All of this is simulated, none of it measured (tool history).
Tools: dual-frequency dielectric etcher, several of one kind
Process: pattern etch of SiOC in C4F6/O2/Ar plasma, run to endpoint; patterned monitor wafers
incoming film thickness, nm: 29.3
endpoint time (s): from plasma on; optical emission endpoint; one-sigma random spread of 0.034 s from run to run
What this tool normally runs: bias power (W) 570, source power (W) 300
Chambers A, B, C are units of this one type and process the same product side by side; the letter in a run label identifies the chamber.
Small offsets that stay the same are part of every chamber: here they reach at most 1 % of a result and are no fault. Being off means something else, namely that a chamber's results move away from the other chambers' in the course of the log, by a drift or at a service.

run    day  bias power (W)  source power (W)  endpoint time (s)
 1B  0.500             570               300            10.3890
 2A  0.996             570               300            10.4340
 3C  1.483             570               300            10.4950
 4A  1.938             570               300            10.5750
 5C  2.246             446               300            11.4310
 6B  2.629             446               300            11.3580
 7B  3.108             446               300            11.3680
 8C  3.450             455               240            12.3160
 9A  3.904             455               240            12.6000
10A  4.308             455               240            12.6000
11C  4.808             570               300            10.4340
12B  5.062             570               300            10.3040
13C  5.417             570               300            10.4150
14A  5.712             570               300            10.7680
15B  6.204             570               300            10.3630
16B  6.604             570               300            10.3810
17C  6.933             570               300            10.4890
18A  7.196             570               300            10.8670
     7.383  -- chamber B: bias power generator calibrated
19A  7.496             459               330            11.3470
20B  7.762             459               330            10.8440
21C  8.188             459               330            10.9520

Each of the 3 chambers runs these same settings next. Fill in every chamber's results:
22A  8.546             570               340                  ?
22B  8.546             570               340                  ?
22C  8.546             570               340                  ?

run  endpoint time (s)
22A            10.4250
22B             9.9137
22C            10.0060
